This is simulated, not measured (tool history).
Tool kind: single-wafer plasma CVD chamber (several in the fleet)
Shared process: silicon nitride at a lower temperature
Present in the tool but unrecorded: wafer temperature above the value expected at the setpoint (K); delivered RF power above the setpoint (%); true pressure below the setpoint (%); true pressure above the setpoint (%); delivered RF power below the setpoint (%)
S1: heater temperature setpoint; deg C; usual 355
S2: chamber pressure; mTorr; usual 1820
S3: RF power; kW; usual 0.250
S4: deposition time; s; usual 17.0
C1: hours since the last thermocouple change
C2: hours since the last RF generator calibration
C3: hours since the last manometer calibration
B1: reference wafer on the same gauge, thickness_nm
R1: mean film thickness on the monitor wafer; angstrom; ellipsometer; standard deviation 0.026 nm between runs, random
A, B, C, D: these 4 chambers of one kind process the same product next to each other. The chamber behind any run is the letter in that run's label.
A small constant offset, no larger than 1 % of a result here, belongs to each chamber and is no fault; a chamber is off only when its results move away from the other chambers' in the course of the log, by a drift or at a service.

run,hour,S1,S2,S3,S4,C1,C2,C3,B1,R1
1B,4.2,355,1820,0.250,17.0,712.6,211.2,2297.4,17.996,181.85
2C,10.2,355,1820,0.250,17.0,1226.5,287.7,558.8,18.010,181.59
3D,15.9,355,1820,0.250,17.0,1447.8,1806.9,1062.0,18.016,182.38
4A,20.8,355,1820,0.250,17.0,495.5,1003.6,1637.1,18.016,181.99
5D,25.3,355,1820,0.280,17.0,1457.2,1816.3,1071.4,18.020,197.79
6A,30.5,355,1820,0.280,17.0,505.2,1013.3,1646.8,18.028,197.26
# hour 32.7: chamber A: capacitance manometer re-zeroed and calibrated
7B,35.9,355,1820,0.280,17.0,744.3,242.9,2329.1,18.037,196.81
8C,40.7,355,1820,0.280,17.0,1257.0,318.2,589.3,18.039,196.30
9C,45.3,355,1820,0.250,17.0,1261.6,322.8,593.9,18.033,181.28
10B,49.1,355,1820,0.250,17.0,757.5,256.1,2342.3,18.044,182.59
11D,54.3,355,1820,0.250,17.0,1486.2,1845.3,1100.4,18.049,182.19
12A,58.4,355,1820,0.250,17.0,533.1,1041.2,25.7,18.053,182.34
13B,63.0,355,1820,0.250,17.0,771.4,270.0,2356.2,18.061,182.53
14C,67.1,355,1820,0.250,17.0,1283.4,344.6,615.7,18.052,181.63
15A,71.8,355,1820,0.250,17.0,546.5,1054.6,39.1,18.062,182.61
16D,76.4,355,1820,0.250,17.0,1508.3,1867.4,1122.5,18.062,183.17
17D,82.4,342,1820,0.250,14.9,1514.3,1873.4,1128.5,18.073,160.99
18C,86.4,342,1820,0.250,14.9,1302.7,363.9,635.0,18.073,160.14
19B,89.9,342,1820,0.250,14.9,798.3,296.9,2383.1,18.076,160.86
20A,94.3,342,1820,0.250,14.9,569.0,1077.1,61.6,18.078,160.58
21B,100.8,355,1820,0.250,17.0,809.2,307.8,2394.0,18.088,182.66
22C,105.9,355,1820,0.250,17.0,1322.2,383.4,654.5,18.085,181.79
23D,110.0,355,1820,0.250,17.0,1541.9,1901.0,1156.1,18.091,183.42
24A,115.9,355,1820,0.250,17.0,590.6,1098.7,83.2,18.101,182.96
25A,119.5,355,1820,0.250,17.0,594.2,1102.3,86.8,18.098,182.59
26C,123.8,355,1820,0.250,17.0,1340.1,401.3,672.4,18.099,181.78

One chamber off, gauge drift, or nothing amiss beyond the chambers' own small offsets? If it is a chamber, which one, and what is the likeliest cause?

The gauge drifts, so all chambers seem to drift together. No chamber is off.
Cause: gauge reads high (%) = 0.595.
